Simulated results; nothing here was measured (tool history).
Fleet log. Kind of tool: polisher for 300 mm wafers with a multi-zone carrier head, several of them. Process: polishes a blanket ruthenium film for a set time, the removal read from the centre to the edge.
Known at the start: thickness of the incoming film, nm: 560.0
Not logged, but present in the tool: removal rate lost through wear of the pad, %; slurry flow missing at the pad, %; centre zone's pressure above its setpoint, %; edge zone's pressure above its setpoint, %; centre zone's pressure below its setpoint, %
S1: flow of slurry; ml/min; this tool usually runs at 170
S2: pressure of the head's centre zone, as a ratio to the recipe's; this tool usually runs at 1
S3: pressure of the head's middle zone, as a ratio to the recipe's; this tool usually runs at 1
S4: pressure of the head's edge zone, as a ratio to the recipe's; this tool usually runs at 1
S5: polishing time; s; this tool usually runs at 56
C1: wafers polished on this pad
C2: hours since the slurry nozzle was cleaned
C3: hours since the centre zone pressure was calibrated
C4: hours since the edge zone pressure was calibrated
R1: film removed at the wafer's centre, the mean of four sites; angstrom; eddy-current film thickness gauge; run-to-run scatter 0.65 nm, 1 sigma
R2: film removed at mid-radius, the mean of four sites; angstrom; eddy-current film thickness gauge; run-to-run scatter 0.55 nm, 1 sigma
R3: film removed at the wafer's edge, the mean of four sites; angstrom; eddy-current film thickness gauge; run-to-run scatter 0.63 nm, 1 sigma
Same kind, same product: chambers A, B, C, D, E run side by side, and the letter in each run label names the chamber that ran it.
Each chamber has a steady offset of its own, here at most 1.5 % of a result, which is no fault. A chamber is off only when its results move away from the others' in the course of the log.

run     day   S1    S2  S3    S4  S5    C1     C2      C3     C4      R1      R2      R3
      0.333  -- chamber B: slurry nozzle cleaned
 1E   0.338  170     1   1     1  56    81   17.8    98.9  594.3  561.13  566.06  553.58
      0.496  -- chamber A: edge zone pressure recalibrated
 2C    0.65  170     1   1     1  56   420    634   108.3  722.2  569.18  557.84  571.81
      0.825  -- chamber D: slurry nozzle cleaned
      0.862  -- chamber A: worn pad replaced by a new one
 3A   1.038  170     1   1     1  56    31     78   268.4   13.1  553.12  567.87  571.03
      1.271  -- chamber C: edge zone pressure recalibrated
      1.325  -- chamber C: slurry nozzle cleaned
 4D   1.438  170     1   1     1  56   565   14.7   216.1  109.9  564.07  563.58  557.94
 5B   1.654  170     1   1     1  56   868   31.7     882  131.5  563.97  564.25  569.57
 6B   1.938  170     1   1     1  56   918   38.5   888.8  138.3  547.54  569.03  575.69
 7E   2.258  170  0.88   1     1  56   425   63.9     145  640.4  485.04  558.35  564.43
 8A   2.662  170  0.88   1     1  56   322    117   307.4   52.1  490.78  554.42  570.27
      3.062  -- chamber E: worn pad replaced by a new one
 9D   3.067  170  0.88   1     1  56   856   53.8   255.2    149   483.7  557.43  563.04
10C   3.458  170  0.88   1     1  56   922   51.2   175.7   52.6  497.02  555.07  553.71
11D   3.671  170  0.88   1     1  56   964   68.3   269.7  163.5  491.21  564.84  565.19
12E    4.05  170     1   1     1  56   176  106.9     188  683.4  565.83  565.73  567.08
13B   4.404  170     1   1     1  56  1359   97.7     948  197.5  541.08  555.38  556.02
      4.567  -- chamber C: worn pad replaced by a new one
14A   4.625  170     1   1     1  56   672  164.1   354.5   99.2  564.29  566.39  549.18
15C   4.975  170     1   1     1  56    73   87.6   212.1     89  582.57   557.8   556.8
16A   5.312  170     1   1     1  56   795  180.6     371  115.7  558.03  553.99  561.55
      5.604  -- chamber D: worn pad replaced by a new one
17E   5.667  170     1   1     1  56   465  145.7   226.8  722.2  557.13  556.29  554.22
      5.679  -- chamber E: worn pad replaced by a new one
18C   5.862  170     1   1     1  56   232  108.9   233.4  110.3  571.34  558.73  560.67
19B   6.242  170     1   1  1.08  56  1687  141.8   992.1  241.6  532.27  548.81  565.12
20D   6.492  170     1   1  1.08  56   158    136   337.4  231.2  561.93  549.56  586.09
      6.733  -- chamber A: worn pad replaced by a new one
21E   6.796  170     1   1  1.08  56   200  172.8   253.9  749.3  555.12  554.15  583.24
      7.046  -- chamber A: centre zone pressure recalibrated
22C   7.108  170     1   1  1.08  56   454  138.8   263.3  140.2  566.11  564.64  587.18
23A   7.408  170     1   1  1.08  56   121  230.9     8.8    166  563.65  560.65     592
24D   7.692  170     1   1     1  56   373  164.8   366.2    260  552.82  565.69  549.83
25B   7.921  170     1   1     1  56  1988  182.1  1032.4  281.9  526.17  528.67  537.18
26B    8.15  170     1   1     1  56  2029  187.6  1037.9  287.4  532.41  532.04  541.35
27E   8.346  170  1.11   1     1  67   477    210   291.1  786.5  755.02  666.14  676.91
28D   8.721  170  1.11   1     1  67   557  189.5   390.9  284.7  749.37  656.09  678.47
      8.725  -- chamber A: slurry nozzle cleaned
      9.083  -- chamber E: worn pad replaced by a new one
29C    9.15  170  1.11   1     1  67   819  187.8   312.3  189.2   767.5   658.3  665.84
30A     9.5  170  1.11   1     1  67   494   18.7      59  216.2  767.37  680.67  684.05
31A   9.746  170  1.11   1     1  67   538   24.6    64.9  222.1  764.36  658.84   669.2
32D  10.142  190  0.93   1     1  56   810  223.6     425  318.8  523.37  565.44  568.14
33B  10.408  190  0.93   1     1  56  2432  241.8  1092.1  341.6  475.14  524.53  521.34
34C  10.604  190  0.93   1     1  56  1079  222.7   347.2  224.1  533.13  563.98  561.44
     10.829  -- chamber C: worn pad replaced by a new one
35E  11.029  190  0.93   1     1  56   348  274.4   355.5  850.9  528.85  566.65  573.18
36C   11.35  190  0.93   1     1  56    93  240.6   365.1    242  525.28  578.92  569.62
      11.75  -- chamber B: edge zone pressure recalibrated
37B  11.767  170     1   1     1  56  2675  274.4  1124.7    0.4  499.83  502.73  502.73

Is one chamber off against the others, does the gauge drift, or is nothing wrong? If a chamber is off, say which, and what the likeliest cause is.

One chamber, B, drifts off from the rest bit by bit.
Likeliest cause: removal rate lost through wear of the pad, % = 10.8.
The log may not tell that from: slurry flow missing at the pad, %.

Chamber B could run next with any of the 4 candidate recipes listed below; each alters the usual settings, and their results appear as question marks. Which one brings its results back in line with what the other chambers deliver on the usual settings?
A result is in line if it is within this distance of the other chambers' mean on the usual settings: R1 23 angstrom; R2 19 angstrom; R3 22 angstrom
38B-1  12.075  175  1.01   1   1  62                   ?   ?   ?
38B-2  12.075  165  0.99   1   1  50                   ?   ?   ?
38B-3  12.075  170  1.01   1   1  59                   ?   ?   ?
38B-4  12.075  170  0.99   1   1  53                   ?   ?   ?

Mean of the other chambers on the usual settings: R1 560.94 angstrom; R2 559.9 angstrom; R3 560.93 angstrom
  run      R1      R2      R3
38B-1  554.11  556.57  558.03
38B-2  432.24  444.41  446.72
38B-3  524.43  527.06  529.13
38B-4  460.82  473.52  475.32
It is 38B-1 that realigns the chamber with its peers.

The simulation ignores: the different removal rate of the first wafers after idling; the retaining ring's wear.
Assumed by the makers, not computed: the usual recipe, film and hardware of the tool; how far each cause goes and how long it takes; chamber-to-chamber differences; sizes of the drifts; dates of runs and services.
